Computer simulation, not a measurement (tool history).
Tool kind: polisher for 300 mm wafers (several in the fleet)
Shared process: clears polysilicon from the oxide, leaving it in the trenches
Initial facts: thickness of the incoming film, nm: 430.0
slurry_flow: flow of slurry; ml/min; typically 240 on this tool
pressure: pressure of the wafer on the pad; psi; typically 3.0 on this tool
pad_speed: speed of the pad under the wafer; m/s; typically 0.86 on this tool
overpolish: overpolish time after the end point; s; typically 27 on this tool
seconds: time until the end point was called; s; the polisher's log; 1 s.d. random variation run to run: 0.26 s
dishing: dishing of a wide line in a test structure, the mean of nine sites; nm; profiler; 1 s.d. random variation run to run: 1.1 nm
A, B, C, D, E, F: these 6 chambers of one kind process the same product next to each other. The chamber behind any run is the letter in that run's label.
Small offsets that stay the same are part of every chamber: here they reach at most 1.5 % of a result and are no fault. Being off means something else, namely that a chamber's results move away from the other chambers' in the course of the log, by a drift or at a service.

run   hour  slurry_flow  pressure  pad_speed  overpolish  seconds  dishing
       8.1  -- chamber E: worn pad replaced by a new one
 1F    9.3          240       3.0       0.86          27   31.164   74.410
      10.0  -- chamber C: slurry nozzle cleaned
      10.8  -- chamber E: slurry nozzle cleaned
 2B   17.3          240       3.0       0.86          27   30.276   71.511
 3D   22.6          240       3.0       0.86          27   30.230   71.655
      24.6  -- chamber A: worn pad replaced by a new one
 4E   34.0          240       3.0       0.86          27   30.495   73.517
 5C   42.6          240       3.0       1.00          13   25.734   67.996
      47.5  -- chamber C: worn pad replaced by a new one
 6A   54.2          240       3.0       1.00          13   26.257   68.593
      55.2  -- chamber D: worn pad replaced by a new one
 7F   63.1          240       3.0       1.00          13   26.348   67.240
 8B   74.2          240       3.0       1.00          13   26.011   69.718
 9A   81.4          240       3.0       1.00          13   26.387   67.492
      82.6  -- chamber F: worn pad replaced by a new one
10E   88.1          240       3.0       1.00          13   26.441   69.832
      97.9  -- chamber B: slurry nozzle cleaned
11D   99.2          240       3.0       0.86          27   30.475   72.345
     102.3  -- chamber B: worn pad replaced by a new one
12C  109.9          240       3.0       0.86          27   30.309   72.271
     113.3  -- chamber C: worn pad replaced by a new one
     113.5  -- chamber A: worn pad replaced by a new one
     115.6  -- chamber C: head pressure recalibrated
13E  116.5          240       3.0       0.86          27   30.955   72.865
     123.2  -- chamber E: worn pad replaced by a new one
14B  126.2          240       3.0       0.86          27   30.902   71.625
15D  132.4          240       3.0       0.86          27   30.390   73.802
16C  138.0          280       3.0       0.86          27   27.712   71.374
17A  149.5          280       3.0       0.86          27   30.179   72.124
18F  161.2          280       3.0       0.86          27   30.316   72.717
19E  169.8          280       3.0       0.86          27   30.425   72.414
     170.8  -- chamber D: worn pad replaced by a new one
20F  175.6          280       3.0       0.86          27   30.327   72.001
21D  182.4          280       3.0       0.86          27   29.783   72.575
     185.5  -- chamber C: worn pad replaced by a new one
     189.2  -- chamber D: slurry nozzle cleaned
     190.0  -- chamber D: head pressure recalibrated
22A  191.4          240       3.0       0.86          27   31.535   71.622
     195.3  -- chamber A: worn pad replaced by a new one
23C  196.4          240       3.0       0.86          27   28.182   72.985
24B  204.4          240       3.0       0.86          27   30.395   71.432
25D  212.7          240       3.0       0.86          27   30.979   73.096
     217.8  -- chamber E: worn pad replaced by a new one
26A  220.8          240       3.0       0.86          27   30.971   71.938
27C  231.3          240       3.0       0.86          27   27.924   71.371
28F  238.2          240       2.3       0.86          27   40.942   70.507
     245.0  -- chamber F: worn pad replaced by a new one
29B  246.1          240       2.3       0.86          27   40.107   72.531
30E  252.6          240       2.3       0.86          27   40.298   71.975
31E  262.4          240       2.3       0.86          27   40.823   72.888
     268.2  -- chamber C: worn pad replaced by a new one
32C  270.0          240       2.3       0.86          27   36.933   71.890
33D  277.7          240       2.3       0.86          27   39.612   71.902
     281.3  -- chamber A: worn pad replaced by a new one
     282.6  -- chamber A: slurry nozzle cleaned
     284.1  -- chamber F: slurry nozzle cleaned
34A  284.8          240       3.0       0.86          27   30.478   72.213
     285.7  -- chamber D: worn pad replaced by a new one
35B  295.4          240       3.0       0.86          27   30.186   72.748
36F  300.8          240       3.0       0.86          27   30.379   71.748
37D  306.8          240       3.0       0.86          27   30.104   73.458
     312.7  -- chamber B: worn pad replaced by a new one
38B  315.4          240       3.0       0.86          27   31.130   73.602
39F  321.2          240       3.0       0.86          27   31.007   70.048
40E  332.3          240       3.0       0.86          27   30.667   70.874
     340.2  -- chamber C: worn pad replaced by a new one
41C  340.6          240       3.0       0.86          27   28.579   73.379
42A  351.6          240       3.0       0.86          27   30.952   70.824
43B  358.4          240       3.0       0.86          19   30.907   69.782
44C  368.0          240       3.0       0.86          19   27.851   69.699

Has any chamber moved away from the others, gradually or after a service, or does the common gauge drift, or do the chambers differ only by their own small steady offsets? State the chamber and the most likely cause if one applies.

After it was serviced, chamber C no longer matches the other chambers.
Likeliest cause: head's pressure above its setpoint, % = 8.06.

Chamber C could run next with any of the 4 candidate recipes listed below; each alters the usual settings, and their results appear as question marks. Which one brings its results back in line with what the other chambers deliver on the usual settings?
To be in line, a result may differ from the other chambers' mean on the usual settings by at most: seconds 0.920 s; dishing 3.800 nm
45C-1  376.4          240       2.9       0.82          27        ?        ?
45C-2  376.4          240       3.0       0.88          27        ?        ?
45C-3  376.4          240       3.1       0.90          27        ?        ?
45C-4  376.4          240       3.0       0.84          27        ?        ?

Usual-settings mean across the other chambers: seconds 30.732 s; dishing 72.268 nm
  run  seconds  dishing
45C-1   30.558   72.119
45C-2   27.510   72.302
45C-3   26.026   72.368
45C-4   28.830   72.231
Change 45C-1 lands the chamber within the allowed miss of the other chambers.
